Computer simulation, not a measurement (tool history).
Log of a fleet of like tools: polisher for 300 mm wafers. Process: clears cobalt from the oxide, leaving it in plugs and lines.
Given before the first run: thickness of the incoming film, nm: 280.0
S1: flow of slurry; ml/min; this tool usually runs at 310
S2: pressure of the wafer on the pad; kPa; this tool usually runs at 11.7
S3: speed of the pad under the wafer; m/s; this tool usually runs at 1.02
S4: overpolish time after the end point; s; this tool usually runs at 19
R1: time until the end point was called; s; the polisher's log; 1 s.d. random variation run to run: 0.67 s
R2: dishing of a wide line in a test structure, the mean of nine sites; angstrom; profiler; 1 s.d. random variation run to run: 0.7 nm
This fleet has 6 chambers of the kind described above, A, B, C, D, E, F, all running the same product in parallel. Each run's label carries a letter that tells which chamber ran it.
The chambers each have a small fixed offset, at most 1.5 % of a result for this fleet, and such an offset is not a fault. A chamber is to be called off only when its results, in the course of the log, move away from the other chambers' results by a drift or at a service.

run,hour,S1,S2,S3,S4,R1,R2
1C,9.7,310,11.7,1.02,19,67.629,497.72
# hour 12.2: chamber E: worn pad replaced by a new one
2F,16.9,310,11.7,1.02,19,67.37,492.16
# hour 20: chamber A: worn pad replaced by a new one
3B,30.7,310,11.7,1.02,19,67.287,490.62
4D,39.5,310,11.7,1.02,19,66.306,497.01
5A,46.5,310,11.7,1.02,19,67.829,480.71
6E,55,310,11.7,1.02,19,68.356,493.84
# hour 62.6: chamber F: worn pad replaced by a new one
7E,64.7,310,11.7,1.02,19,67.926,486.17
8A,72.9,310,11.7,1.02,19,67.365,489.44
# hour 78.4: chamber B: worn pad replaced by a new one
9B,82.4,310,11.7,1.02,19,68.839,487.57
10C,96.3,310,11.7,1.02,19,68.012,495.8
# hour 100: chamber F: slurry nozzle cleaned
# hour 100.2: chamber F: head pressure recalibrated
# hour 102.3: chamber D: worn pad replaced by a new one
11F,103.5,310,11.7,1.02,19,67.168,492.43
12D,117.8,310,11.7,1.02,19,66.113,508.99
13B,128,310,11.7,1.02,19,68.241,501.28
14C,139.1,310,11.7,1.02,19,66.866,489.76
15D,146.7,310,11.7,1.02,19,66.894,488.57
16E,153,310,11.7,1.02,19,67.829,485.68
17A,163.2,375,11.7,0.82,19,84.532,434.42
# hour 172.9: chamber C: worn pad replaced by a new one
18F,173,375,11.7,0.82,19,81.145,430.13
# hour 173.2: chamber B: worn pad replaced by a new one
# hour 175.6: chamber E: slurry nozzle cleaned
# hour 178.5: chamber D: slurry nozzle cleaned
19B,179.3,375,11.7,0.82,19,83.537,441.42
20C,187,375,11.7,0.82,19,82.584,438.32
# hour 192.2: chamber A: worn pad replaced by a new one
# hour 192.4: chamber C: head pressure recalibrated
# hour 195.2: chamber F: worn pad replaced by a new one
21A,198.6,375,11.7,0.82,19,83.996,427.66
22E,204.9,375,11.7,0.82,19,81.885,447.55
23F,218.4,310,11.7,1.02,19,67.403,494.8
# hour 221.7: chamber E: worn pad replaced by a new one
24D,229.4,210,11.7,1.02,19,70.494,482.85
25B,237.6,210,11.7,1.02,19,70.568,495.44
26E,244.1,210,11.7,1.02,19,70.48,485.63
27F,254.1,210,11.7,1.02,19,69.802,491.5
28A,262.9,210,11.7,1.02,19,70.714,479.15
29D,277.2,210,11.7,1.02,19,70.827,474.16
# hour 283.3: chamber B: worn pad replaced by a new one
30C,284.8,310,11.7,1.02,19,66.232,502.38
31F,299,310,11.7,1.24,28,54.748,652.64
# hour 303.9: chamber A: slurry nozzle cleaned
32A,306.1,310,11.7,1.24,28,56.463,631.62
# hour 309.9: chamber D: worn pad replaced by a new one
33D,318.5,310,11.7,1.24,28,55.928,641.32
34B,325.9,310,11.7,1.24,28,55.325,651.18
# hour 333.3: chamber F: worn pad replaced by a new one
35E,336.9,310,11.7,1.24,28,56.325,672.06
# hour 350.4: chamber A: head pressure recalibrated
36C,350.9,310,11.7,1.24,28,55.499,643.45
37A,359.6,310,11.7,1.02,19,68.112,493.63
38C,366.4,310,11.7,1.02,19,67.49,500.04
39F,376,310,11.7,1.02,19,67.861,499.85

Does one chamber stand apart from the rest, does the shared gauge drift, or is all well apart from small per-chamber offsets? Give the chamber and the most likely cause, where there is one.

Neither any chamber nor the gauge drifts; the chambers differ only by their own small, steady offsets.
